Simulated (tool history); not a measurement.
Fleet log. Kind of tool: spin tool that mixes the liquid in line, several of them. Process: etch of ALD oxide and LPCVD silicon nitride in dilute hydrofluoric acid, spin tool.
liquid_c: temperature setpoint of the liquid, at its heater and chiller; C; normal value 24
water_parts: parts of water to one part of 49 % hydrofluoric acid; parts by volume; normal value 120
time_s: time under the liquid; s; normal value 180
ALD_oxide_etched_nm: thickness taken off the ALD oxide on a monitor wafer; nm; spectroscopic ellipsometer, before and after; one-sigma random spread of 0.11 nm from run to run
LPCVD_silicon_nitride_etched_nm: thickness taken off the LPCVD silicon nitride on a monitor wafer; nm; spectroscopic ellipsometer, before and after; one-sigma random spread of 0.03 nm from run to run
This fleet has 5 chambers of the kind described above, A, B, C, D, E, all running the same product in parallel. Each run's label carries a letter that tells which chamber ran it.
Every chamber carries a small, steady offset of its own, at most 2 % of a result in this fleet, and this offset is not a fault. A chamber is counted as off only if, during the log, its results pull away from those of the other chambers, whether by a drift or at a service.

run	hour	liquid_c	water_parts	time_s	hours since the thermometer was replaced	hours since the hydrofluoric acid flow meter was replaced	read-back film thickness of the ALD oxide reference wafer, read on the same gauge (nm)	read-back film thickness of the LPCVD silicon nitride reference wafer, read on the same gauge (nm)	ALD_oxide_etched_nm	LPCVD_silicon_nitride_etched_nm
1A	8.5	24	120	180	237.5	503.8	140.03	110.02	18.077	0.78919
2B	23.1	24	120	180	2125.6	553.6	140.04	109.98	18.149	0.81676
3D	30.7	24	120	180	334.2	805.6	140.03	109.98	18.069	0.81986
4E	39.2	24	120	180	591	1722.6	140.07	110.02	17.975	0.80857
5C	50.3	24	120	240	771.5	1120.4	140	109.99	24.579	1.0138
6D	60.3	24	120	240	363.8	835.2	140.01	109.96	24.352	1.0648
7B	72.2	24	120	240	2174.7	602.7	140	109.99	24.001	1.1185
8A	78.6	24	120	240	307.6	573.9	140.01	109.99	23.752	1.0749
9C	86.2	24	120	240	807.4	1156.3	139.97	109.98	24.584	1.0844
# hour 96: chamber E: hydrofluoric acid flow meter replaced
10E	97.2	24	120	180	649	1.2	139.95	110	17.923	0.75857
11D	104.6	24	120	180	408.1	879.5	140.01	109.97	18.244	0.78312
12B	113	24	120	180	2215.5	643.5	139.98	110	18.287	0.88683
13E	121.7	24	140	270	673.5	25.7	139.97	109.97	22.584	0.98072
14A	129.2	24	140	270	358.2	624.5	139.97	110.01	22.469	1.0784
15C	141.6	24	140	270	862.8	1211.7	139.96	110	23.122	1.0277
16A	153.7	24	140	270	382.7	649	140	110	22.4	1.0745
17B	162.6	24	140	270	2265.1	693.1	140.01	110.01	22.989	1.0731
18E	171.6	24	120	180	723.4	75.6	140	110	17.797	0.83355
19D	178.9	24	120	180	482.4	953.8	140	109.97	18.157	0.79421
20C	191.9	24	95	90	913.1	1262	140	109.99	11.983	0.50154
21E	199.7	24	95	90	751.5	103.7	140.02	110.02	11.687	0.50593
22D	214.3	24	95	90	517.8	989.2	139.96	109.98	11.757	0.49982
23C	223	24	95	90	944.2	1293.1	140.01	110.03	12.06	0.51961
# hour 224.3: chamber D: thermometer replaced
24A	234.7	24	95	90	463.7	730	139.97	110.01	11.699	0.54169
# hour 246.1: chamber B: hydrofluoric acid flow meter replaced
25B	249.1	24	120	180	2351.6	3	140.05	110	18.007	0.81158
26D	257.7	24	120	180	33.4	1032.6	140	109.98	18.45	0.80505
27C	269.2	24	120	180	990.4	1339.3	139.99	109.99	18.474	0.83015
# hour 269.9: chamber E: thermometer replaced
28A	283.3	24	120	180	512.3	778.6	139.99	110.02	17.889	0.81164
29B	295.3	24	120	180	2397.8	49.2	139.97	110	17.965	0.79608
30E	307.7	24	120	180	37.9	211.7	140.01	110	18.03	0.84879
31C	316	22.5	120	210	1037.2	1386.1	139.97	110	20.265	0.8421
32D	326.4	22.5	120	210	102.1	1101.3	139.99	109.99	20.132	0.86673
# hour 338.1: chamber A: hydrofluoric acid flow meter replaced
33E	339.3	22.5	120	210	69.5	243.3	139.99	110.01	19.803	0.8718
34A	348.6	22.5	120	210	577.6	10.6	139.99	110	19.619	0.86263
35B	358.2	22.5	120	210	2460.7	112.1	139.95	110.01	19.881	0.9049
36E	365.7	24	120	280	95.9	269.7	140.04	110.01	28.169	1.2858

For the next run the whole fleet of 5 chambers uses the same settings. Give each chamber's results:
37A	376.4	27.5	120	180					?	?
37B	376.4	27.5	120	180					?	?
37C	376.4	27.5	120	180					?	?
37D	376.4	27.5	120	180					?	?
37E	376.4	27.5	120	180					?	?

run	ALD_oxide_etched_nm	LPCVD_silicon_nitride_etched_nm
37A	20.542	1.0091
37B	20.606	0.94844
37C	21.243	0.93374
37D	20.699	0.98874
37E	20.698	1.0566
